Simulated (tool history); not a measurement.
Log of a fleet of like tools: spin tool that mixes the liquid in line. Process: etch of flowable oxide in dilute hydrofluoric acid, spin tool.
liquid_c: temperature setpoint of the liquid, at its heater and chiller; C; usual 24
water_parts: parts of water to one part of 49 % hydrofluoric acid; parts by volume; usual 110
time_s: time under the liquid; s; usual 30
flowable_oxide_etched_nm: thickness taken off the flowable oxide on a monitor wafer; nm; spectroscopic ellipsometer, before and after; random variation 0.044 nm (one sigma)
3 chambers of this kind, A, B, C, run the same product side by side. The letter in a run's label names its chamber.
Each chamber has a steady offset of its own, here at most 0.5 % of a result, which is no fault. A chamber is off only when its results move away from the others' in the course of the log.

run	hour	liquid_c	water_parts	time_s	hours since the thermometer was replaced	hours since the hydrofluoric acid flow meter was replaced	read-back film thickness of the flowable oxide reference wafer, read on the same gauge (nm)	flowable_oxide_etched_nm
1A	2.9	24	110	30	694	1192.3	100.02	10.228
2B	8.6	24	110	30	137.7	243.9	100.03	10.049
3C	13.6	24	110	30	1437	1786.5	100.02	10.12
4C	16.9	24	110	30	1440.3	1789.8	100	10.139
5B	20.5	24	110	30	149.6	255.8	100.02	10.128
6A	25	24	110	30	716.1	1214.4	99.971	10.128
7A	29.5	24	110	30	720.6	1218.9	100	10.163
8C	34.5	22	110	45	1457.9	1807.4	100.01	14.018
9B	37.1	22	110	45	166.2	272.4	99.973	13.944
10C	43.2	22	110	45	1466.6	1816.1	99.997	14.109
11A	48.1	24	110	30	739.2	1237.5	100.02	10.189
12B	52.1	24	110	30	181.2	287.4	99.976	10.123
13A	55.8	24	110	30	746.9	1245.2	100	10.213
14B	59.5	24	110	30	188.6	294.8	100.03	10.094
# hour 61.4: chamber A: thermometer replaced
15C	63.4	24	110	30	1486.8	1836.3	100	10.128
16B	68.1	24	110	30	197.2	303.4	99.997	10.037
17C	71.9	27.5	110	30	1495.3	1844.8	99.965	11.634
18A	74.6	27.5	110	30	13.3	1264	99.961	11.64
19B	80.5	27.5	110	30	209.6	315.8	100.03	11.655
20A	86.4	24	110	30	25.1	1275.8	99.977	10.233
21C	89.6	24	110	30	1513	1862.5	100	10.136
22A	95.2	24	110	30	33.9	1284.6	100.01	10.223
23C	100.8	24	75	30	1524.2	1873.7	100.03	15.393
24B	106.8	24	75	30	235.9	342.1	100	15.336
25A	112.7	24	75	30	51.4	1302.1	100.01	15.529
26C	117.9	24	110	30	1541.3	1890.8	100.01	9.9632
27B	122.6	24	110	30	251.7	357.9	100.02	10.048
28A	127	24	110	30	65.7	1316.4	99.975	10.187
29C	132	24	110	30	1555.4	1904.9	99.979	9.9199
30B	137.4	24	110	30	266.5	372.7	99.952	10.007
31C	141.2	24	110	30	1564.6	1914.1	99.987	9.7786
32B	146.7	24	110	30	275.8	382	99.98	10.19
33A	150.6	24	110	30	89.3	1340	100.03	10.187
34C	156.7	24	110	30	1580.1	1929.6	100	9.8518
35A	162.9	24	110	30	101.6	1352.3	100	10.112
36B	167.3	24	110	30	296.4	402.6	99.977	10.067
37B	171.5	24	110	30	300.6	406.8	100.03	10.147
38A	175.2	24	110	30	113.9	1364.6	99.964	10.136
39C	178.3	24	110	30	1601.7	1951.2	99.999	9.8015
40B	183.8	24	110	30	312.9	419.1	100.01	10.122
41C	188	24	110	30	1611.4	1960.9	100.03	9.7333
42A	192.3	24	110	30	131	1381.7	100.03	10.189
43A	197.8	24	110	30	136.5	1387.2	99.963	10.167

Next, every chamber runs the same settings. What will each give?
44A	202.2	24	110	45				?
44B	202.2	24	110	45				?
44C	202.2	24	110	45				?

run	flowable_oxide_etched_nm
44A	15.245
44B	15.09
44C	14.455
